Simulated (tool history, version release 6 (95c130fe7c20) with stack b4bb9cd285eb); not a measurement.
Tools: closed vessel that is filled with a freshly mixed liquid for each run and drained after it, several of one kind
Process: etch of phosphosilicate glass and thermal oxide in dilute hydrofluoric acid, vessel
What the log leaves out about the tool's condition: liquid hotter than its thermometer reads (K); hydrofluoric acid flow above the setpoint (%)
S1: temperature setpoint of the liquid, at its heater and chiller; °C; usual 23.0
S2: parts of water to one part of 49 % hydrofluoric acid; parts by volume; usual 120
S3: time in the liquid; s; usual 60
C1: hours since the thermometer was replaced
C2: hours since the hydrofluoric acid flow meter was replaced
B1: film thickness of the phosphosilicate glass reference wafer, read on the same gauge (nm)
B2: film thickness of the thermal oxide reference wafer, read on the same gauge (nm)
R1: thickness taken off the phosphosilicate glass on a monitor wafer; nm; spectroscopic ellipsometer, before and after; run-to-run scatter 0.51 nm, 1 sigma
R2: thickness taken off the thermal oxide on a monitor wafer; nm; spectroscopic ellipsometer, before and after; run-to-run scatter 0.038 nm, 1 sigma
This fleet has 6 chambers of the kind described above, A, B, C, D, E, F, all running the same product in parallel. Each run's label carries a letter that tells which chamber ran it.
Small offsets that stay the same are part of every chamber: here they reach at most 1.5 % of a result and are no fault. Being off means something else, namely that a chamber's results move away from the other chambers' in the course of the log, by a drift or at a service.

| run | hour | S1 | S2 | S3 | C1 | C2 | B1 | B2 | R1 | R2 |
|---|---|---|---|---|---|---|---|---|---|---|
| 1C | 7.2 | 23.0 | 120 | 60 | 1813.1 | 746.7 | 100.020 | 69.968 | 51.758 | 2.1133 |
|  | 11.2 | chamber A: hydrofluoric acid flow meter replaced |
|  | 16.5 | chamber A: thermometer replaced |
| 2E | 18.0 | 23.0 | 120 | 60 | 339.4 | 677.5 | 99.972 | 69.962 | 52.530 | 2.1546 |
| 3A | 24.3 | 23.0 | 120 | 60 | 7.8 | 13.1 | 99.982 | 69.989 | 53.119 | 2.1056 |
| 4B | 33.5 | 23.0 | 120 | 60 | 1035.7 | 1202.6 | 99.984 | 70.036 | 53.297 | 2.1217 |
| 5F | 40.6 | 23.0 | 120 | 60 | 914.1 | 337.0 | 99.964 | 70.015 | 52.423 | 2.1218 |
| 6D | 46.8 | 23.0 | 120 | 60 | 118.1 | 584.4 | 99.988 | 70.012 | 52.391 | 2.1161 |
| 7F | 57.1 | 23.0 | 120 | 60 | 930.6 | 353.5 | 100.020 | 69.963 | 52.841 | 2.1164 |
|  | 62.3 | chamber D: hydrofluoric acid flow meter replaced |
| 8D | 64.8 | 23.0 | 120 | 60 | 136.1 | 2.6 | 99.953 | 69.997 | 53.070 | 2.1237 |
|  | 69.3 | chamber F: thermometer replaced |
| 9E | 76.4 | 23.0 | 120 | 60 | 397.8 | 735.9 | 99.967 | 70.001 | 53.113 | 2.1034 |
| 10B | 82.6 | 23.0 | 120 | 60 | 1084.8 | 1251.7 | 100.000 | 70.076 | 52.741 | 2.1838 |
| 11A | 91.4 | 23.0 | 120 | 60 | 74.9 | 80.2 | 99.988 | 70.018 | 52.492 | 2.0976 |
| 12C | 102.2 | 23.0 | 120 | 60 | 1908.1 | 841.7 | 99.951 | 70.033 | 51.468 | 2.0998 |
| 13F | 111.9 | 23.0 | 120 | 60 | 42.6 | 408.3 | 99.984 | 70.030 | 51.981 | 2.0680 |
| 14E | 123.6 | 23.0 | 120 | 60 | 445.0 | 783.1 | 99.991 | 69.990 | 52.937 | 2.1162 |
| 15D | 132.4 | 23.0 | 120 | 60 | 203.7 | 70.2 | 100.000 | 70.003 | 53.868 | 2.0861 |
| 16A | 141.1 | 23.0 | 120 | 60 | 124.6 | 129.9 | 100.020 | 69.989 | 51.697 | 2.0623 |
| 17C | 146.5 | 23.0 | 120 | 60 | 1952.4 | 886.0 | 100.080 | 70.022 | 52.298 | 2.1765 |
| 18B | 153.9 | 23.0 | 120 | 60 | 1156.1 | 1323.0 | 99.989 | 69.971 | 52.078 | 2.1312 |
| 19F | 161.7 | 23.0 | 120 | 60 | 92.4 | 458.1 | 100.010 | 69.999 | 51.478 | 2.1087 |
| 20E | 172.6 | 23.0 | 120 | 60 | 494.0 | 832.1 | 100.030 | 69.953 | 52.552 | 2.1508 |
| 21D | 183.5 | 23.0 | 120 | 60 | 254.8 | 121.3 | 100.010 | 70.019 | 53.125 | 2.1003 |
| 22B | 194.3 | 23.0 | 120 | 60 | 1196.5 | 1363.4 | 99.948 | 69.993 | 53.104 | 2.1196 |
| 23C | 199.4 | 23.0 | 120 | 60 | 2005.3 | 938.9 | 100.010 | 70.010 | 52.505 | 2.0958 |
| 24A | 209.8 | 18.5 | 120 | 60 | 193.3 | 198.6 | 100.060 | 70.010 | 43.578 | 1.7736 |
| 25D | 218.8 | 18.5 | 120 | 60 | 290.1 | 156.6 | 100.050 | 70.004 | 44.163 | 1.7285 |
| 26C | 223.9 | 18.5 | 120 | 60 | 2029.8 | 963.4 | 99.972 | 69.964 | 43.005 | 1.7666 |
| 27F | 229.6 | 18.5 | 120 | 60 | 160.3 | 526.0 | 100.030 | 69.964 | 43.943 | 1.7287 |
| 28E | 237.9 | 18.5 | 120 | 60 | 559.3 | 897.4 | 99.996 | 69.999 | 43.961 | 1.7985 |
| 29B | 244.6 | 18.5 | 120 | 60 | 1246.8 | 1413.7 | 100.040 | 70.027 | 42.976 | 1.7907 |
| 30A | 252.1 | 23.0 | 120 | 60 | 235.6 | 240.9 | 100.020 | 69.987 | 52.661 | 2.0699 |
|  | 259.7 | chamber C: thermometer replaced |
| 31B | 260.3 | 23.0 | 120 | 60 | 1262.5 | 1429.4 | 100.020 | 70.030 | 52.112 | 2.1502 |
| 32C | 269.9 | 23.0 | 120 | 60 | 10.2 | 1009.4 | 100.000 | 70.010 | 51.883 | 2.0902 |
| 33A | 277.7 | 23.0 | 120 | 60 | 261.2 | 266.5 | 100.020 | 70.070 | 52.721 | 2.1081 |
| 34E | 286.0 | 23.0 | 120 | 60 | 607.4 | 945.5 | 100.040 | 70.046 | 53.027 | 2.1471 |
| 35F | 294.6 | 23.0 | 120 | 60 | 225.3 | 591.0 | 100.020 | 70.002 | 52.280 | 2.1564 |
| 36D | 301.5 | 23.0 | 120 | 60 | 372.8 | 239.3 | 100.030 | 69.984 | 53.652 | 2.0856 |
| 37D | 307.9 | 23.0 | 120 | 60 | 379.2 | 245.7 | 99.946 | 69.987 | 52.798 | 2.1559 |
| 38B | 318.9 | 23.0 | 120 | 60 | 1321.1 | 1488.0 | 100.020 | 70.036 | 52.055 | 2.2514 |

Has any chamber moved away from the others, gradually or after a service, or does the common gauge drift, or do the chambers differ only by their own small steady offsets? State the chamber and the most likely cause if one applies.

No chamber is off and the gauge is stable; the differences are just each chamber's small, constant offset.
